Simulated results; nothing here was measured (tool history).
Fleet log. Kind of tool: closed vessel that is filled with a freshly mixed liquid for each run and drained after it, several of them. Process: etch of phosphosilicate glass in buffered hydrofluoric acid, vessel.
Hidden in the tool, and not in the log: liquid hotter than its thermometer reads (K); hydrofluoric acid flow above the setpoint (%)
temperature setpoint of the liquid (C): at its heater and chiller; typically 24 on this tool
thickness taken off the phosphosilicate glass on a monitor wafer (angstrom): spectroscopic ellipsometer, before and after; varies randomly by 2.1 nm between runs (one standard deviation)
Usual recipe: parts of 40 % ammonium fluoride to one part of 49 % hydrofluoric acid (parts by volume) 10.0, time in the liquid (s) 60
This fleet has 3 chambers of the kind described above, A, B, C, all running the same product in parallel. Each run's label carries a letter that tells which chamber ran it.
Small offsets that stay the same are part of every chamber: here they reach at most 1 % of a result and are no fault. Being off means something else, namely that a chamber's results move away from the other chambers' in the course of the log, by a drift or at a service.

| run | hour | temperature setpoint of the liquid (C) | parts of 40 % ammonium fluoride to one part of 49 % hydrofluoric acid (parts by volume) | time in the liquid (s) | hours since the thermometer was replaced | hours since the hydrofluoric acid flow meter was replaced | read-back film thickness of the phosphosilicate glass reference wafer, read on the same gauge (nm) | thickness taken off the phosphosilicate glass on a monitor wafer (angstrom) |
|---|---|---|---|---|---|---|---|---|
| 1A | 7.8 | 24 | 10.0 | 60 | 55.2 | 2292.0 | 89.991 | 2768.6 |
| 2C | 14.5 | 24 | 10.0 | 60 | 712.7 | 564.2 | 90.029 | 2727.0 |
| 3B | 22.5 | 24 | 10.0 | 60 | 2382.4 | 486.1 | 89.975 | 2736.3 |
|  | 27.4 | chamber B: thermometer replaced |
| 4B | 31.4 | 24 | 10.0 | 60 | 4.0 | 495.0 | 90.015 | 2695.7 |
| 5C | 39.4 | 24 | 10.0 | 60 | 737.6 | 589.1 | 89.969 | 2731.7 |
| 6A | 50.7 | 24 | 10.0 | 60 | 98.1 | 2334.9 | 89.988 | 2750.5 |
| 7B | 62.2 | 24 | 10.0 | 60 | 34.8 | 525.8 | 90.004 | 2758.0 |
| 8C | 69.8 | 24 | 10.0 | 60 | 768.0 | 619.5 | 90.013 | 2717.8 |
|  | 73.0 | chamber A: hydrofluoric acid flow meter replaced |
| 9A | 75.7 | 24 | 10.0 | 60 | 123.1 | 2.7 | 90.046 | 2732.3 |
| 10A | 86.0 | 24 | 10.0 | 60 | 133.4 | 13.0 | 90.002 | 2727.6 |
| 11C | 95.3 | 24 | 10.0 | 60 | 793.5 | 645.0 | 90.026 | 2713.9 |
| 12B | 102.8 | 24 | 10.0 | 60 | 75.4 | 566.4 | 89.987 | 2747.1 |
| 13C | 113.8 | 24 | 10.0 | 60 | 812.0 | 663.5 | 89.983 | 2721.1 |
|  | 121.2 | chamber B: hydrofluoric acid flow meter replaced |
| 14B | 121.9 | 24 | 10.0 | 60 | 94.5 | 0.8 | 90.016 | 2724.6 |
| 15A | 130.6 | 24 | 10.0 | 60 | 178.0 | 57.6 | 90.007 | 2717.0 |
| 16B | 142.5 | 24 | 10.0 | 60 | 115.1 | 21.4 | 89.999 | 2738.5 |
| 17C | 150.2 | 24 | 7.0 | 60 | 848.4 | 699.9 | 89.976 | 3844.7 |
| 18A | 156.8 | 24 | 7.0 | 60 | 204.2 | 83.8 | 89.988 | 3853.1 |
| 19B | 167.7 | 24 | 7.0 | 60 | 140.3 | 46.6 | 90.005 | 3832.7 |
| 20C | 179.4 | 24 | 10.0 | 60 | 877.6 | 729.1 | 90.011 | 2819.1 |
| 21A | 191.0 | 24 | 10.0 | 60 | 238.4 | 118.0 | 89.995 | 2722.7 |
| 22A | 196.2 | 24 | 10.0 | 60 | 243.6 | 123.2 | 89.980 | 2761.5 |
| 23C | 205.5 | 24 | 10.0 | 60 | 903.7 | 755.2 | 89.977 | 2793.1 |
| 24B | 216.4 | 24 | 10.0 | 60 | 189.0 | 95.3 | 90.022 | 2719.5 |
| 25B | 223.2 | 24 | 10.0 | 60 | 195.8 | 102.1 | 89.967 | 2734.8 |
| 26C | 232.4 | 24 | 10.0 | 60 | 930.6 | 782.1 | 90.017 | 2867.7 |
| 27A | 242.5 | 24 | 10.0 | 60 | 289.9 | 169.5 | 90.033 | 2749.7 |
| 28B | 252.1 | 24 | 10.0 | 60 | 224.7 | 131.0 | 90.044 | 2696.7 |
| 29A | 260.0 | 24 | 10.0 | 60 | 307.4 | 187.0 | 89.976 | 2726.2 |
| 30C | 270.5 | 24 | 10.0 | 60 | 968.7 | 820.2 | 89.955 | 2881.7 |
| 31C | 278.9 | 24 | 10.0 | 60 | 977.1 | 828.6 | 89.977 | 2915.0 |
| 32A | 287.6 | 24 | 10.0 | 60 | 335.0 | 214.6 | 89.968 | 2769.4 |
| 33B | 298.0 | 24 | 10.0 | 60 | 270.6 | 176.9 | 90.007 | 2736.9 |
| 34B | 303.7 | 24 | 10.0 | 60 | 276.3 | 182.6 | 90.007 | 2728.0 |

All 3 chambers run these settings next. Forecast each chamber's results:
| 35A | 312.2 | 24 | 7.5 | 60 |  |  |  | ? |
| 35B | 312.2 | 24 | 7.5 | 60 |  |  |  | ? |
| 35C | 312.2 | 24 | 7.5 | 60 |  |  |  | ? |

| run | thickness taken off the phosphosilicate glass on a monitor wafer (angstrom) |
|---|---|
| 35A | 3506.8 |
| 35B | 3592.1 |
| 35C | 3783.5 |

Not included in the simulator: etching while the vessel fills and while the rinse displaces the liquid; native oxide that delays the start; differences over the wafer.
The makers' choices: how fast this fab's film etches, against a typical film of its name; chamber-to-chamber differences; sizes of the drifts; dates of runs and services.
